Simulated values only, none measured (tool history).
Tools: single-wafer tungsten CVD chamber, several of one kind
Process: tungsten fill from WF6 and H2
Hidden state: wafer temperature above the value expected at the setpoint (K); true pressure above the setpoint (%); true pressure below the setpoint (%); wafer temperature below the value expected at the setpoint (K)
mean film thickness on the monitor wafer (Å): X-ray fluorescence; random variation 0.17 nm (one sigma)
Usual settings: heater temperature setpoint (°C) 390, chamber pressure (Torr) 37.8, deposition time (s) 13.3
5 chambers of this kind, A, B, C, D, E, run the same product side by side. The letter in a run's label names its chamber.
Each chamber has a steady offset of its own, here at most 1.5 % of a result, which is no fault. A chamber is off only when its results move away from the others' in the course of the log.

run   hour  heater temperature setpoint (°C)  chamber pressure (Torr)  deposition time (s)  hours since the last thermocouple change  hours since the last manometer calibration  read-back reference wafer on the same gauge, thickness_nm  mean film thickness on the monitor wafer (Å)
 1A    5.6                               390                     37.8                 13.3                                    1375.3                                       225.6                                                     30.621                                        357.73
 2D   12.5                               390                     37.8                 13.3                                      74.4                                       454.5                                                     30.599                                        361.84
 3E   17.7                               390                     37.8                 13.3                                     814.4                                      1109.2                                                     30.590                                        360.38
 4B   25.3                               390                     37.8                 13.3                                    1075.2                                       500.5                                                     30.588                                        358.71
 5C   31.9                               390                     37.8                 13.3                                     293.9                                       872.1                                                     30.598                                        355.49
 6A   36.2                               390                     37.8                 13.3                                    1405.9                                       256.2                                                     30.572                                        355.46
 7C   42.5                               390                     37.8                 13.3                                     304.5                                       882.7                                                     30.632                                        353.26
 8B   48.2                               390                     37.8                 13.3                                    1098.1                                       523.4                                                     30.616                                        356.61
 9D   56.4                               390                     37.8                 13.3                                     118.3                                       498.4                                                     30.604                                        362.20
10E   61.6                               390                     37.8                 13.3                                     858.3                                      1153.1                                                     30.602                                        360.03
11B   65.7                               390                     37.8                 13.3                                    1115.6                                       540.9                                                     30.644                                        358.02
12A   72.8                               390                     37.8                 13.3                                    1442.5                                       292.8                                                     30.598                                        356.43
13C   79.5                               390                     37.8                 13.3                                     341.5                                       919.7                                                     30.603                                        353.76
14E   86.5                               390                     37.8                 13.3                                     883.2                                      1178.0                                                     30.593                                        356.63
15D   90.4                               386                     37.8                 15.8                                     152.3                                       532.4                                                     30.571                                        394.39
16E   96.6                               386                     37.8                 15.8                                     893.3                                      1188.1                                                     30.606                                        396.87
17A  103.9                               386                     37.8                 15.8                                    1473.6                                       323.9                                                     30.611                                        393.90
18D  112.4                               386                     37.8                 15.8                                     174.3                                       554.4                                                     30.593                                        397.44
19C  116.3                               386                     37.8                 15.8                                     378.3                                       956.5                                                     30.631                                        388.10
20B  120.4                               390                     37.8                 13.3                                    1170.3                                       595.6                                                     30.626                                        360.32
21B  126.5                               390                     37.8                 13.3                                    1176.4                                       601.7                                                     30.609                                        357.96
22C  132.4                               390                     37.8                 13.3                                     394.4                                       972.6                                                     30.592                                        353.79
23A  138.6                               390                     37.8                 13.3                                    1508.3                                       358.6                                                     30.613                                        358.15
24E  143.9                               390                     37.8                 13.3                                     940.6                                      1235.4                                                     30.565                                        357.19
25D  150.3                               390                     37.8                 13.3                                     212.2                                       592.3                                                     30.572                                        361.92
26C  156.5                               390                     37.8                 13.3                                     418.5                                       996.7                                                     30.591                                        355.27
27E  163.7                               390                     37.8                 13.3                                     960.4                                      1255.2                                                     30.587                                        355.33
28D  171.8                               390                     37.8                 13.3                                     233.7                                       613.8                                                     30.586                                        358.08
29B  180.2                               395                     37.8                 13.3                                    1230.1                                       655.4                                                     30.599                                        395.14
30A  188.7                               395                     37.8                 13.3                                    1558.4                                       408.7                                                     30.616                                        395.53
31B  192.9                               395                     37.8                 13.3                                    1242.8                                       668.1                                                     30.599                                        393.91
32A  201.1                               395                     37.8                 13.3                                    1570.8                                       421.1                                                     30.630                                        394.99
33D  209.6                               395                     37.8                 13.3                                     271.5                                       651.6                                                     30.600                                        395.05
34C  216.9                               390                     37.8                 13.3                                     478.9                                      1057.1                                                     30.592                                        355.54
35E  224.8                               390                     37.8                 13.3                                    1021.5                                      1316.3                                                     30.605                                        346.78
36E  229.6                               390                     37.8                 13.3                                    1026.3                                      1321.1                                                     30.602                                        347.61
37A  237.8                               381                     45.3                 13.3                                    1607.5                                       457.8                                                     30.623                                        322.39
38C  245.5                               381                     45.3                 13.3                                     507.5                                      1085.7                                                     30.619                                        321.48
39D  249.2                               381                     45.3                 13.3                                     311.1                                       691.2                                                     30.612                                        329.17

All 5 chambers run these settings next. Forecast each chamber's results:
40A  255.3                               390                     37.8                 13.3                                                                                                                                                                                              ?
40B  255.3                               390                     37.8                 13.3                                                                                                                                                                                              ?
40C  255.3                               390                     37.8                 13.3                                                                                                                                                                                              ?
40D  255.3                               390                     37.8                 13.3                                                                                                                                                                                              ?
40E  255.3                               390                     37.8                 13.3                                                                                                                                                                                              ?

run  mean film thickness on the monitor wafer (Å)
40A                                        355.27
40B                                        358.52
40C                                        357.23
40D                                        356.69
40E                                        344.80
